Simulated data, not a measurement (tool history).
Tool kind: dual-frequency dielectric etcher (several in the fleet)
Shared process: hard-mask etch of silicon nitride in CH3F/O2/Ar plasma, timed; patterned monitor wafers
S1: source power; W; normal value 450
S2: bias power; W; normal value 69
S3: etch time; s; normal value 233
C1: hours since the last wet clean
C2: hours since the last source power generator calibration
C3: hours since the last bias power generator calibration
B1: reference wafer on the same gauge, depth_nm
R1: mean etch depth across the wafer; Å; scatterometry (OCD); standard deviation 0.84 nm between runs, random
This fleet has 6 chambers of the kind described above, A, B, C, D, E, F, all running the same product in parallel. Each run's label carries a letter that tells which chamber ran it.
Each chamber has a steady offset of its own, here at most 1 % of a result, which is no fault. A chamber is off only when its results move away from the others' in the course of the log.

{"run": "1B", "hour": 9.2, "S1": 450, "S2": 69, "S3": 233, "C1": 234.9, "C2": 2506.6, "C3": 3812.9, "B1": 196.91, "R1": 1690.6}
{"run": "2F", "hour": 16.9, "S1": 450, "S2": 69, "S3": 233, "C1": 33.7, "C2": 3165.0, "C3": 3802.1, "B1": 197.14, "R1": 1682.7}
{"run": "3E", "hour": 26.1, "S1": 450, "S2": 69, "S3": 233, "C1": 100.2, "C2": 2829.4, "C3": 981.6, "B1": 196.94, "R1": 1679.7}
{"run": "4D", "hour": 41.3, "S1": 450, "S2": 69, "S3": 233, "C1": 394.0, "C2": 765.8, "C3": 1748.5, "B1": 196.88, "R1": 1647.5}
{"hour": 48.8, "done": "chamber D: wet clean of the chamber"}
{"run": "5A", "hour": 50.7, "S1": 450, "S2": 69, "S3": 233, "C1": 461.9, "C2": 862.1, "C3": 579.2, "B1": 197.04, "R1": 1687.9}
{"run": "6C", "hour": 59.2, "S1": 450, "S2": 69, "S3": 233, "C1": 91.8, "C2": 1298.8, "C3": 4999.9, "B1": 196.84, "R1": 1699.9}
{"run": "7D", "hour": 67.5, "S1": 450, "S2": 69, "S3": 233, "C1": 18.7, "C2": 792.0, "C3": 1774.7, "B1": 197.15, "R1": 1663.7}
{"hour": 79.3, "done": "chamber A: wet clean of the chamber"}
{"run": "8C", "hour": 82.0, "S1": 450, "S2": 69, "S3": 233, "C1": 114.6, "C2": 1321.6, "C3": 5022.7, "B1": 197.04, "R1": 1675.7}
{"run": "9A", "hour": 95.1, "S1": 450, "S2": 69, "S3": 233, "C1": 15.9, "C2": 906.5, "C3": 623.6, "B1": 196.77, "R1": 1675.9}
{"run": "10B", "hour": 109.6, "S1": 450, "S2": 69, "S3": 233, "C1": 335.3, "C2": 2607.0, "C3": 3913.3, "B1": 197.04, "R1": 1679.9}
{"run": "11E", "hour": 117.5, "S1": 450, "S2": 69, "S3": 233, "C1": 191.6, "C2": 2920.8, "C3": 1073.0, "B1": 197.01, "R1": 1695.9}
{"hour": 123.0, "done": "chamber C: bias power generator calibrated"}
{"hour": 128.0, "done": "chamber E: source power generator calibrated"}
{"run": "12F", "hour": 131.6, "S1": 450, "S2": 69, "S3": 233, "C1": 148.4, "C2": 3279.7, "C3": 3916.8, "B1": 196.75, "R1": 1694.7}
{"run": "13B", "hour": 142.6, "S1": 450, "S2": 69, "S3": 233, "C1": 368.3, "C2": 2640.0, "C3": 3946.3, "B1": 196.87, "R1": 1687.5}
{"run": "14E", "hour": 158.4, "S1": 450, "S2": 69, "S3": 233, "C1": 232.5, "C2": 30.5, "C3": 1113.9, "B1": 197.01, "R1": 1670.0}
{"hour": 165.6, "done": "chamber B: wet clean of the chamber"}
{"run": "15A", "hour": 171.1, "S1": 450, "S2": 69, "S3": 233, "C1": 91.9, "C2": 982.5, "C3": 699.6, "B1": 197.07, "R1": 1692.2}
{"run": "16D", "hour": 178.1, "S1": 450, "S2": 69, "S3": 233, "C1": 129.3, "C2": 902.6, "C3": 1885.3, "B1": 197.04, "R1": 1660.8}
{"run": "17C", "hour": 185.3, "S1": 450, "S2": 69, "S3": 233, "C1": 217.9, "C2": 1424.9, "C3": 62.4, "B1": 197.04, "R1": 1685.0}
{"run": "18F", "hour": 198.6, "S1": 450, "S2": 69, "S3": 233, "C1": 215.4, "C2": 3346.7, "C3": 3983.8, "B1": 197.0, "R1": 1677.4}
{"run": "19F", "hour": 207.9, "S1": 450, "S2": 69, "S3": 233, "C1": 224.7, "C2": 3356.0, "C3": 3993.1, "B1": 197.05, "R1": 1676.9}
{"run": "20B", "hour": 218.2, "S1": 450, "S2": 69, "S3": 233, "C1": 52.7, "C2": 2715.6, "C3": 4021.9, "B1": 196.9, "R1": 1689.6}
{"run": "21C", "hour": 229.7, "S1": 450, "S2": 69, "S3": 233, "C1": 262.3, "C2": 1469.3, "C3": 106.8, "B1": 197.19, "R1": 1690.1}
{"run": "22E", "hour": 243.5, "S1": 450, "S2": 69, "S3": 233, "C1": 317.6, "C2": 115.6, "C3": 1199.0, "B1": 196.83, "R1": 1668.4}
{"hour": 252.5, "done": "chamber F: bias power generator calibrated"}
{"run": "23D", "hour": 254.1, "S1": 450, "S2": 69, "S3": 233, "C1": 205.3, "C2": 978.6, "C3": 1961.3, "B1": 197.07, "R1": 1670.9}
{"run": "24A", "hour": 267.7, "S1": 450, "S2": 69, "S3": 233, "C1": 188.5, "C2": 1079.1, "C3": 796.2, "B1": 197.09, "R1": 1676.2}
{"run": "25C", "hour": 280.7, "S1": 450, "S2": 69, "S3": 233, "C1": 313.3, "C2": 1520.3, "C3": 157.8, "B1": 197.08, "R1": 1688.0}
{"run": "26F", "hour": 293.6, "S1": 450, "S2": 69, "S3": 233, "C1": 310.4, "C2": 3441.7, "C3": 41.2, "B1": 196.8, "R1": 1696.8}
{"run": "27D", "hour": 305.7, "S1": 450, "S2": 69, "S3": 233, "C1": 256.9, "C2": 1030.2, "C3": 2012.9, "B1": 196.77, "R1": 1663.8}
{"run": "28E", "hour": 318.3, "S1": 450, "S2": 69, "S3": 233, "C1": 392.4, "C2": 190.4, "C3": 1273.8, "B1": 197.04, "R1": 1679.0}
{"run": "29B", "hour": 326.6, "S1": 450, "S2": 69, "S3": 233, "C1": 161.1, "C2": 2824.0, "C3": 4130.3, "B1": 196.94, "R1": 1660.2}
{"run": "30A", "hour": 333.8, "S1": 450, "S2": 69, "S3": 233, "C1": 254.6, "C2": 1145.2, "C3": 862.3, "B1": 196.84, "R1": 1678.2}
{"run": "31D", "hour": 348.8, "S1": 450, "S2": 77, "S3": 209, "C1": 300.0, "C2": 1073.3, "C3": 2056.0, "B1": 196.97, "R1": 1547.9}
{"run": "32A", "hour": 364.0, "S1": 450, "S2": 77, "S3": 209, "C1": 284.8, "C2": 1175.4, "C3": 892.5, "B1": 197.18, "R1": 1570.0}
{"run": "33C", "hour": 375.2, "S1": 450, "S2": 77, "S3": 209, "C1": 407.8, "C2": 1614.8, "C3": 252.3, "B1": 197.01, "R1": 1578.3}
{"run": "34B", "hour": 383.2, "S1": 450, "S2": 77, "S3": 209, "C1": 217.7, "C2": 2880.6, "C3": 4186.9, "B1": 197.11, "R1": 1564.7}
{"hour": 393.6, "done": "chamber D: bias power generator calibrated"}
{"run": "35F", "hour": 396.7, "S1": 450, "S2": 77, "S3": 209, "C1": 413.5, "C2": 3544.8, "C3": 144.3, "B1": 197.2, "R1": 1563.1}
{"run": "36E", "hour": 412.4, "S1": 450, "S2": 77, "S3": 209, "C1": 486.5, "C2": 284.5, "C3": 1367.9, "B1": 196.94, "R1": 1576.3}
{"run": "37C", "hour": 421.2, "S1": 490, "S2": 69, "S3": 233, "C1": 453.8, "C2": 1660.8, "C3": 298.3, "B1": 196.86, "R1": 1761.8}
{"hour": 426.0, "done": "chamber F: wet clean of the chamber"}
{"run": "38D", "hour": 435.4, "S1": 490, "S2": 69, "S3": 233, "C1": 386.6, "C2": 1159.9, "C3": 41.8, "B1": 196.95, "R1": 1730.6}
{"run": "39E", "hour": 447.6, "S1": 490, "S2": 69, "S3": 233, "C1": 521.7, "C2": 319.7, "C3": 1403.1, "B1": 196.83, "R1": 1732.6}
{"run": "40B", "hour": 457.8, "S1": 490, "S2": 69, "S3": 233, "C1": 292.3, "C2": 2955.2, "C3": 4261.5, "B1": 197.35, "R1": 1734.9}
{"run": "41A", "hour": 472.3, "S1": 490, "S2": 69, "S3": 233, "C1": 393.1, "C2": 1283.7, "C3": 1000.8, "B1": 196.85, "R1": 1739.0}
{"run": "42F", "hour": 480.9, "S1": 490, "S2": 69, "S3": 233, "C1": 54.9, "C2": 3629.0, "C3": 228.5, "B1": 197.13, "R1": 1739.2}
{"run": "43A", "hour": 496.3, "S1": 450, "S2": 69, "S3": 233, "C1": 417.1, "C2": 1307.7, "C3": 1024.8, "B1": 196.76, "R1": 1672.9}
{"run": "44B", "hour": 509.4, "S1": 450, "S2": 69, "S3": 233, "C1": 343.9, "C2": 3006.8, "C3": 4313.1, "B1": 196.84, "R1": 1679.6}

Decide between three cases: one chamber stands off from its peers, the gauge reading all wafers drifts, or nothing is wrong past each chamber's small offset. Where a chamber is off, say which and what most likely put it there.

All chambers stay in line apart from their small fixed offsets, and the gauge does not drift.
